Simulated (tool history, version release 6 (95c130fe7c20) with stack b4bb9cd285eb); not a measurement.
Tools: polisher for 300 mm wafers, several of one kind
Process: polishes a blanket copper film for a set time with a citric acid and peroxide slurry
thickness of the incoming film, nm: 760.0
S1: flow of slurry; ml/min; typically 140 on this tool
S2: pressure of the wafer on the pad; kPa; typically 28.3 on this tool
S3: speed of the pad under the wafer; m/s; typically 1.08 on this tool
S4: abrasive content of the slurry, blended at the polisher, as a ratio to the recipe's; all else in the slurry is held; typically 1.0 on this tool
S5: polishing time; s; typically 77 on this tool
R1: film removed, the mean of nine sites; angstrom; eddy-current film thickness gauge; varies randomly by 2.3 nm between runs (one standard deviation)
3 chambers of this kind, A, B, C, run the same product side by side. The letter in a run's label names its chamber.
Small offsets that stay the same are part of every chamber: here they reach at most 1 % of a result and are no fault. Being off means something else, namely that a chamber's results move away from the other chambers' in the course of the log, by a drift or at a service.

run	hour	S1	S2	S3	S4	S5	R1
# hour 9.2: chamber B: slurry blender recalibrated
1C	9.3	140	28.3	1.08	1.0	77	2685.9
# hour 15.3: chamber B: slurry nozzle cleaned
2B	17.3	140	28.3	1.08	1.0	77	2646.4
# hour 22.6: chamber C: worn pad replaced by a new one
3A	24.7	140	28.3	1.08	1.0	77	2662.9
4C	30.8	140	28.3	1.08	1.0	77	2700.2
5A	37.6	140	28.3	1.08	1.0	77	2671.8
6B	47.8	140	28.3	1.08	1.0	77	2640.3
7B	53.1	140	28.3	1.08	1.0	77	2684.4
8C	60.7	140	28.3	1.08	1.0	77	2672.7
9A	68.9	140	28.3	1.08	1.0	77	2670.2
# hour 70.9: chamber A: worn pad replaced by a new one
10C	79.8	140	28.3	1.08	1.0	77	2697.7
# hour 82.1: chamber C: slurry blender recalibrated
# hour 84.1: chamber A: slurry blender recalibrated
11A	88.3	140	28.3	1.08	1.0	77	2646.6
12B	98.1	140	28.3	1.08	1.0	77	2673.4
# hour 102.6: chamber C: worn pad replaced by a new one
13C	103.0	140	28.3	1.08	1.0	77	2709.2
14A	113.3	140	28.3	1.08	1.0	77	2704.1
15B	121.5	140	28.3	1.08	1.0	66	2258.4
# hour 121.8: chamber B: worn pad replaced by a new one
# hour 131.1: chamber B: slurry blender recalibrated
16A	131.5	140	28.3	1.08	1.0	66	2296.8
17B	140.6	140	28.3	1.08	1.0	66	2291.8
18C	148.1	140	28.3	1.08	1.0	77	2731.9
19A	158.8	140	28.3	1.08	1.0	77	2650.0
20C	165.2	140	28.3	1.08	1.0	77	2692.7
# hour 174.1: chamber C: worn pad replaced by a new one
21B	175.7	140	28.3	1.08	1.0	77	2679.6
22A	182.8	140	28.3	1.08	1.0	77	2684.3
# hour 186.4: chamber A: slurry nozzle cleaned
23B	188.9	140	28.3	1.08	1.0	77	2695.1
24C	199.9	140	28.3	1.08	1.0	77	2659.4
25A	206.6	140	28.3	1.08	1.0	77	2655.6
26C	217.3	140	28.3	1.08	1.0	77	2703.4
27B	227.1	140	28.3	1.08	1.0	77	2670.2
28C	236.9	140	28.3	1.08	1.0	77	2693.5
# hour 242.4: chamber B: slurry blender recalibrated
29B	245.2	140	28.3	1.08	1.0	77	2670.3
30A	256.3	140	28.3	1.08	0.9	77	2651.2
# hour 259.8: chamber C: worn pad replaced by a new one
# hour 265.0: chamber B: worn pad replaced by a new one
31C	265.6	140	28.3	1.08	0.9	77	2634.4
32A	274.5	140	28.3	1.08	0.9	77	2619.0
33B	282.7	110	28.3	1.08	0.9	77	2551.4

Has any chamber moved away from the others, gradually or after a service, or does the common gauge drift, or do the chambers differ only by their own small steady offsets? State the chamber and the most likely cause if one applies.

The fleet is healthy, with each chamber sitting at its usual small offset and no drift in the gauge.

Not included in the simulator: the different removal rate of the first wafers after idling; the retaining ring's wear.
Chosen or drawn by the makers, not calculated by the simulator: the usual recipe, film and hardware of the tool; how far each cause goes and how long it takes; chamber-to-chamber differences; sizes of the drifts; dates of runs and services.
